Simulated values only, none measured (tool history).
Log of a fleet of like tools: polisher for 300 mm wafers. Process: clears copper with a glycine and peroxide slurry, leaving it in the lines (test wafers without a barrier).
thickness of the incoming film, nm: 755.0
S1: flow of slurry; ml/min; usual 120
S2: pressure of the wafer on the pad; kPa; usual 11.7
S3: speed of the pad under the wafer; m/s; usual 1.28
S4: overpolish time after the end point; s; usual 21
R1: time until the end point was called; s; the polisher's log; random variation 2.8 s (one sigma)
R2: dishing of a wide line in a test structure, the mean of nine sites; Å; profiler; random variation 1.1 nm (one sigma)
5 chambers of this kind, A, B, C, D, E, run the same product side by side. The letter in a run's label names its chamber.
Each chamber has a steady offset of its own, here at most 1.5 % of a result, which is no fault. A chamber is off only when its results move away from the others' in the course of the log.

run     day   S1    S2    S3  S4      R1      R2
      0.046  -- chamber C: worn pad replaced by a new one
 1A   0.333  120  11.7  1.28  21  151.34  636.28
 2D   0.654  120  11.7  1.28  21  155.46  650.71
 3B   0.908  120  11.7  1.28  21  152.09  636.67
      1.042  -- chamber B: worn pad replaced by a new one
 4E   1.221  120  11.7  1.28  21  152.35  667.34
      1.567  -- chamber D: head pressure recalibrated
 5C     1.6  120  11.7  1.28  21  151.98  642.32
 6E   1.854  120  11.7  1.28  21  152.67  651.16
      1.871  -- chamber E: slurry nozzle cleaned
 7C   2.217  120  11.7  1.28  21  153.04   633.7
      2.325  -- chamber A: worn pad replaced by a new one
 8B   2.554  120  11.7  1.28  21  153.04  639.05
 9D   2.738  120  11.7  1.28  21  152.51  634.42
10A   2.925  120  11.7  1.28  21  149.94  640.04
11E   3.262  120  11.7  1.28  21  150.32  631.27
      3.442  -- chamber C: slurry nozzle cleaned
12D   3.579  120  11.7  1.28  21  153.51  637.46
13B   3.854  120  11.7  1.28  21  155.34  649.83
14A     4.2  120  11.7  1.28  21  153.33  652.94
15C   4.425   95  11.7  1.28  10  165.41  335.65
16A   4.625   95  11.7  1.28  10  161.09  331.42
      4.979  -- chamber D: worn pad replaced by a new one
17D   4.983   95  11.7  1.28  10  164.05  331.63
18C   5.333   95  11.7  1.28  10  164.05  338.86
19B   5.533   95  11.7  1.28  10  163.16  331.37
20E   5.825  150  11.7  1.28  21  148.03  653.27
21E   6.008  150  11.7  1.28  21  141.63  655.95
22D   6.279  150  11.7  1.28  21  146.56   663.3
23C   6.546  150  11.7  1.28  21  144.69  672.27
24A   6.888  150  11.7  1.28  21  143.61  650.67
25B   7.062  120  11.7  1.28  21  150.74  649.47
26A   7.454  120  11.7  1.28  21     152   633.7
      7.671  -- chamber C: worn pad replaced by a new one
27C   7.821  120  11.7  1.28  21   152.4  626.39
      7.896  -- chamber E: worn pad replaced by a new one
28B   7.996  120     9  1.56  21  160.82  591.52
      8.012  -- chamber A: worn pad replaced by a new one
29D   8.238  120     9  1.56  21  160.33  603.78
30E   8.571  120     9  1.56  21  158.05  595.65
31C   8.779  120     9  1.56  21  158.89  594.37
32A   9.167  120     9  1.56  21  161.91   599.4
33E   9.462  120  11.7  1.28  21  151.46  643.63
34B   9.788  120  11.7  1.28  21  148.43  643.11
35D   9.992  120  11.7  1.28  21  150.04   661.5
36B  10.171  120  11.7  1.28  21  151.74  624.48
37D  10.483  120  11.7  1.28  21  150.44  645.43
38E  10.842  120  11.7  1.28  21  152.33  647.94
39A  11.058  120  11.7  1.28  21  155.37  647.77
40C  11.267  120  11.7  1.28  21  157.69  635.94

What goes on in this fleet: one chamber off, a drifting gauge, or nothing beyond the chambers' own small offsets? Name the chamber and the cause, if any.

No chamber stands off beyond its own small offset, and the gauge holds steady.
